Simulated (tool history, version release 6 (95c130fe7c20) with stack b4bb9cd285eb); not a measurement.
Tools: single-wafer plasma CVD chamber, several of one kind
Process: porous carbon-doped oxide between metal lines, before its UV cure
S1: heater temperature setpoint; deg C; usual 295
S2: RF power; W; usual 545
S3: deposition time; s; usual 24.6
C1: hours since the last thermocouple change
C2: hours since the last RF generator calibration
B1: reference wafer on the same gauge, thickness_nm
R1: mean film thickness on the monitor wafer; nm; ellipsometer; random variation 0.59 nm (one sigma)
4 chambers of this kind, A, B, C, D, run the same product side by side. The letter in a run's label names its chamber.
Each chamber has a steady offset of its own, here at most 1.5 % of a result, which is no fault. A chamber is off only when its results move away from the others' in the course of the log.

{"run": "1B", "day": 0.517, "S1": 295, "S2": 545, "S3": 24.6, "C1": 1300.2, "C2": 2045, "B1": 133.97, "R1": 147.22}
{"run": "2D", "day": 1.033, "S1": 295, "S2": 545, "S3": 24.6, "C1": 1794.5, "C2": 742, "B1": 133.88, "R1": 147.26}
{"run": "3A", "day": 1.412, "S1": 295, "S2": 545, "S3": 24.6, "C1": 355.6, "C2": 1212.8, "B1": 134.01, "R1": 145.74}
{"run": "4C", "day": 1.858, "S1": 295, "S2": 545, "S3": 24.6, "C1": 880.4, "C2": 1657.3, "B1": 134.01, "R1": 146.05}
{"run": "5C", "day": 2.275, "S1": 295, "S2": 545, "S3": 24.6, "C1": 890.4, "C2": 1667.3, "B1": 134.1, "R1": 145.95}
{"run": "6D", "day": 2.875, "S1": 295, "S2": 545, "S3": 24.6, "C1": 1838.7, "C2": 786.2, "B1": 133.97, "R1": 146.2}
{"run": "7A", "day": 3.504, "S1": 295, "S2": 545, "S3": 24.6, "C1": 405.8, "C2": 1263, "B1": 133.94, "R1": 145.1}
{"run": "8B", "day": 3.846, "S1": 295, "S2": 545, "S3": 24.6, "C1": 1380.1, "C2": 2124.9, "B1": 134.19, "R1": 147.36}
{"day": 3.971, "done": "chamber A: RF generator calibrated"}
{"run": "9A", "day": 4.2, "S1": 295, "S2": 545, "S3": 24.6, "C1": 422.5, "C2": 5.6, "B1": 133.96, "R1": 144.68}
{"run": "10B", "day": 4.708, "S1": 301, "S2": 545, "S3": 24.6, "C1": 1400.8, "C2": 2145.6, "B1": 133.87, "R1": 143.55}
{"run": "11C", "day": 5.067, "S1": 301, "S2": 545, "S3": 24.6, "C1": 957.4, "C2": 1734.3, "B1": 133.95, "R1": 142.23}
{"run": "12D", "day": 5.512, "S1": 301, "S2": 545, "S3": 24.6, "C1": 1902, "C2": 849.5, "B1": 134.08, "R1": 141.38}
{"run": "13A", "day": 5.817, "S1": 301, "S2": 545, "S3": 24.6, "C1": 461.3, "C2": 44.4, "B1": 133.9, "R1": 139.5}
{"run": "14D", "day": 6.396, "S1": 309, "S2": 545, "S3": 24.6, "C1": 1923.2, "C2": 870.7, "B1": 134.02, "R1": 135.54}
{"run": "15C", "day": 6.821, "S1": 309, "S2": 545, "S3": 24.6, "C1": 999.5, "C2": 1776.4, "B1": 133.86, "R1": 136.23}
{"day": 6.962, "done": "chamber B: RF generator calibrated"}
{"run": "16B", "day": 7.258, "S1": 309, "S2": 545, "S3": 24.6, "C1": 1462, "C2": 7.2, "B1": 133.93, "R1": 136.8}
{"run": "17C", "day": 7.638, "S1": 309, "S2": 545, "S3": 24.6, "C1": 1019.1, "C2": 1796, "B1": 134.02, "R1": 135.47}
{"day": 7.721, "done": "chamber D: RF generator calibrated"}
{"run": "18A", "day": 8.312, "S1": 295, "S2": 545, "S3": 24.6, "C1": 521.2, "C2": 104.3, "B1": 134.02, "R1": 145.03}
{"run": "19B", "day": 8.883, "S1": 295, "S2": 545, "S3": 24.6, "C1": 1501, "C2": 46.2, "B1": 134.05, "R1": 146.19}
{"run": "20D", "day": 9.192, "S1": 295, "S2": 545, "S3": 24.6, "C1": 1990.3, "C2": 35.3, "B1": 133.89, "R1": 146.76}
{"run": "21C", "day": 9.504, "S1": 295, "S2": 545, "S3": 24.6, "C1": 1063.9, "C2": 1840.8, "B1": 134.06, "R1": 147.46}
{"run": "22D", "day": 9.983, "S1": 295, "S2": 545, "S3": 24.6, "C1": 2009.3, "C2": 54.3, "B1": 133.87, "R1": 144.87}
{"run": "23B", "day": 10.554, "S1": 295, "S2": 545, "S3": 24.6, "C1": 1541.1, "C2": 86.3, "B1": 133.99, "R1": 148.03}
{"run": "24A", "day": 10.929, "S1": 295, "S2": 595, "S3": 22.3, "C1": 584, "C2": 167.1, "B1": 133.93, "R1": 139.97}
{"run": "25C", "day": 11.454, "S1": 295, "S2": 595, "S3": 22.3, "C1": 1110.7, "C2": 1887.6, "B1": 133.95, "R1": 139.55}
{"run": "26D", "day": 11.938, "S1": 295, "S2": 595, "S3": 22.3, "C1": 2056.2, "C2": 101.2, "B1": 134.01, "R1": 141.8}

Next, every chamber runs the same settings. What will each give?
{"run": "27A", "day": 12.433, "S1": 295, "S2": 545, "S3": 24.6, "R1": "?"}
{"run": "27B", "day": 12.433, "S1": 295, "S2": 545, "S3": 24.6, "R1": "?"}
{"run": "27C", "day": 12.433, "S1": 295, "S2": 545, "S3": 24.6, "R1": "?"}
{"run": "27D", "day": 12.433, "S1": 295, "S2": 545, "S3": 24.6, "R1": "?"}

run=27A R1=145.62
run=27B R1=146.51
run=27C R1=146.11
run=27D R1=145.97
